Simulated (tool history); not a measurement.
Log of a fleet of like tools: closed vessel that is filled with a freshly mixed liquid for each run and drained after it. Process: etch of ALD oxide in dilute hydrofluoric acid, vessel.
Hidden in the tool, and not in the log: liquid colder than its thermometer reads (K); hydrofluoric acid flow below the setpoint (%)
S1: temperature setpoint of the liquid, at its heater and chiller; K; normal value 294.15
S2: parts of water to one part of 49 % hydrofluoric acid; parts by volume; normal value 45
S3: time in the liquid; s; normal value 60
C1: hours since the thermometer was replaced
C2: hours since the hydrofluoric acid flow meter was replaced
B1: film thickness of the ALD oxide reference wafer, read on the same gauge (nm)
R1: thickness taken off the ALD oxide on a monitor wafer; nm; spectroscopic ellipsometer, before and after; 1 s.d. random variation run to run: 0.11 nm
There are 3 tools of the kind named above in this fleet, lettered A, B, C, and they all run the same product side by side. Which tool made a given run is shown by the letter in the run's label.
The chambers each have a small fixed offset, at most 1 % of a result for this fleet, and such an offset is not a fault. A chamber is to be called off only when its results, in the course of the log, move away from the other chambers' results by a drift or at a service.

{"run": "1A", "day": 0.217, "S1": 294.15, "S2": 45, "S3": 60, "C1": 642.5, "C2": 158.8, "B1": 49.986, "R1": 13.736}
{"run": "2C", "day": 0.367, "S1": 294.15, "S2": 45, "S3": 60, "C1": 778.7, "C2": 1204.5, "B1": 50.001, "R1": 13.585}
{"day": 0.467, "done": "chamber C: thermometer replaced"}
{"run": "3B", "day": 0.533, "S1": 294.15, "S2": 45, "S3": 60, "C1": 816.4, "C2": 256.7, "B1": 50.017, "R1": 13.383}
{"run": "4A", "day": 0.746, "S1": 294.15, "S2": 45, "S3": 60, "C1": 655.2, "C2": 171.5, "B1": 49.961, "R1": 13.582}
{"run": "5B", "day": 0.925, "S1": 294.15, "S2": 45, "S3": 60, "C1": 825.8, "C2": 266.1, "B1": 50.022, "R1": 13.372}
{"run": "6C", "day": 1.112, "S1": 298.15, "S2": 35, "S3": 60, "C1": 15.5, "C2": 1222.4, "B1": 50.013, "R1": 20.649}
{"run": "7B", "day": 1.358, "S1": 298.15, "S2": 35, "S3": 60, "C1": 836.2, "C2": 276.5, "B1": 49.989, "R1": 20.644}
{"run": "8C", "day": 1.612, "S1": 298.15, "S2": 35, "S3": 60, "C1": 27.5, "C2": 1234.4, "B1": 50.016, "R1": 20.776}
{"run": "9A", "day": 1.792, "S1": 294.15, "S2": 45, "S3": 60, "C1": 680.3, "C2": 196.6, "B1": 49.989, "R1": 13.438}
{"run": "10A", "day": 1.975, "S1": 294.15, "S2": 45, "S3": 60, "C1": 684.7, "C2": 201.0, "B1": 49.998, "R1": 13.431}
{"run": "11C", "day": 2.1, "S1": 294.15, "S2": 35, "S3": 60, "C1": 39.2, "C2": 1246.1, "B1": 50.032, "R1": 17.58}
{"run": "12B", "day": 2.308, "S1": 294.15, "S2": 35, "S3": 60, "C1": 859.0, "C2": 299.3, "B1": 49.997, "R1": 17.611}
{"run": "13B", "day": 2.458, "S1": 294.15, "S2": 35, "S3": 60, "C1": 862.6, "C2": 302.9, "B1": 50.025, "R1": 17.873}
{"run": "14C", "day": 2.662, "S1": 294.15, "S2": 45, "S3": 60, "C1": 52.7, "C2": 1259.6, "B1": 49.981, "R1": 13.587}
{"run": "15A", "day": 2.821, "S1": 294.15, "S2": 45, "S3": 60, "C1": 705.0, "C2": 221.3, "B1": 50.032, "R1": 13.531}
{"run": "16A", "day": 2.992, "S1": 294.15, "S2": 35, "S3": 45, "C1": 709.1, "C2": 225.4, "B1": 50.001, "R1": 13.019}
{"run": "17C", "day": 3.204, "S1": 294.15, "S2": 35, "S3": 45, "C1": 65.7, "C2": 1272.6, "B1": 50.007, "R1": 13.241}
{"run": "18B", "day": 3.467, "S1": 294.15, "S2": 35, "S3": 45, "C1": 886.8, "C2": 327.1, "B1": 50.003, "R1": 13.33}
{"run": "19B", "day": 3.6, "S1": 294.15, "S2": 45, "S3": 40, "C1": 890.0, "C2": 330.3, "B1": 50.024, "R1": 9.0351}
{"run": "20A", "day": 3.85, "S1": 294.15, "S2": 45, "S3": 40, "C1": 729.7, "C2": 246.0, "B1": 50.024, "R1": 8.7452}
{"day": 3.979, "done": "chamber B: thermometer replaced"}
{"run": "21C", "day": 4.05, "S1": 294.15, "S2": 45, "S3": 40, "C1": 86.0, "C2": 1292.9, "B1": 49.98, "R1": 9.0982}
{"run": "22C", "day": 4.283, "S1": 294.15, "S2": 45, "S3": 60, "C1": 91.6, "C2": 1298.5, "B1": 50.023, "R1": 13.5}
{"run": "23A", "day": 4.5, "S1": 294.15, "S2": 45, "S3": 60, "C1": 745.3, "C2": 261.6, "B1": 50.032, "R1": 12.976}
{"run": "24B", "day": 4.754, "S1": 291.15, "S2": 45, "S3": 80, "C1": 18.7, "C2": 358.0, "B1": 49.983, "R1": 15.888}
{"run": "25B", "day": 4.933, "S1": 291.15, "S2": 45, "S3": 80, "C1": 23.0, "C2": 362.3, "B1": 50.017, "R1": 15.908}
{"run": "26C", "day": 5.154, "S1": 291.15, "S2": 45, "S3": 80, "C1": 112.5, "C2": 1319.4, "B1": 50.005, "R1": 15.935}
{"run": "27A", "day": 5.271, "S1": 294.15, "S2": 45, "S3": 60, "C1": 763.8, "C2": 280.1, "B1": 49.979, "R1": 13.078}
{"run": "28B", "day": 5.483, "S1": 294.15, "S2": 45, "S3": 60, "C1": 36.2, "C2": 375.5, "B1": 50.015, "R1": 13.454}
{"run": "29C", "day": 5.612, "S1": 294.15, "S2": 45, "S3": 60, "C1": 123.5, "C2": 1330.4, "B1": 49.991, "R1": 13.524}
{"run": "30A", "day": 5.767, "S1": 294.15, "S2": 45, "S3": 60, "C1": 775.7, "C2": 292.0, "B1": 49.992, "R1": 13.101}
{"run": "31A", "day": 5.946, "S1": 294.15, "S2": 35, "S3": 85, "C1": 780.0, "C2": 296.3, "B1": 50.05, "R1": 23.833}
{"run": "32C", "day": 6.171, "S1": 294.15, "S2": 35, "S3": 85, "C1": 136.9, "C2": 1343.8, "B1": 50.011, "R1": 24.686}
{"run": "33B", "day": 6.429, "S1": 294.15, "S2": 35, "S3": 85, "C1": 58.9, "C2": 398.2, "B1": 49.994, "R1": 25.015}
{"run": "34B", "day": 6.65, "S1": 294.15, "S2": 45, "S3": 60, "C1": 64.2, "C2": 403.5, "B1": 49.983, "R1": 13.508}
{"run": "35A", "day": 6.8, "S1": 294.15, "S2": 45, "S3": 60, "C1": 800.5, "C2": 316.8, "B1": 50.034, "R1": 12.83}
{"run": "36C", "day": 6.962, "S1": 294.15, "S2": 45, "S3": 60, "C1": 155.9, "C2": 1362.8, "B1": 50.011, "R1": 13.458}
{"run": "37B", "day": 7.204, "S1": 294.15, "S2": 45, "S3": 60, "C1": 77.5, "C2": 416.8, "B1": 49.993, "R1": 13.703}
{"run": "38C", "day": 7.454, "S1": 294.15, "S2": 45, "S3": 60, "C1": 167.7, "C2": 1374.6, "B1": 49.999, "R1": 13.481}
{"run": "39A", "day": 7.683, "S1": 294.15, "S2": 45, "S3": 60, "C1": 821.7, "C2": 338.0, "B1": 50.038, "R1": 12.769}

Predict what each chamber gives when all 3 of them run the settings below next.
{"run": "40A", "day": 7.875, "S1": 294.15, "S2": 45, "S3": 60, "R1": "?"}
{"run": "40B", "day": 7.875, "S1": 294.15, "S2": 45, "S3": 60, "R1": "?"}
{"run": "40C", "day": 7.875, "S1": 294.15, "S2": 45, "S3": 60, "R1": "?"}

run=40A R1=12.7530
run=40B R1=13.6270
run=40C R1=13.6250
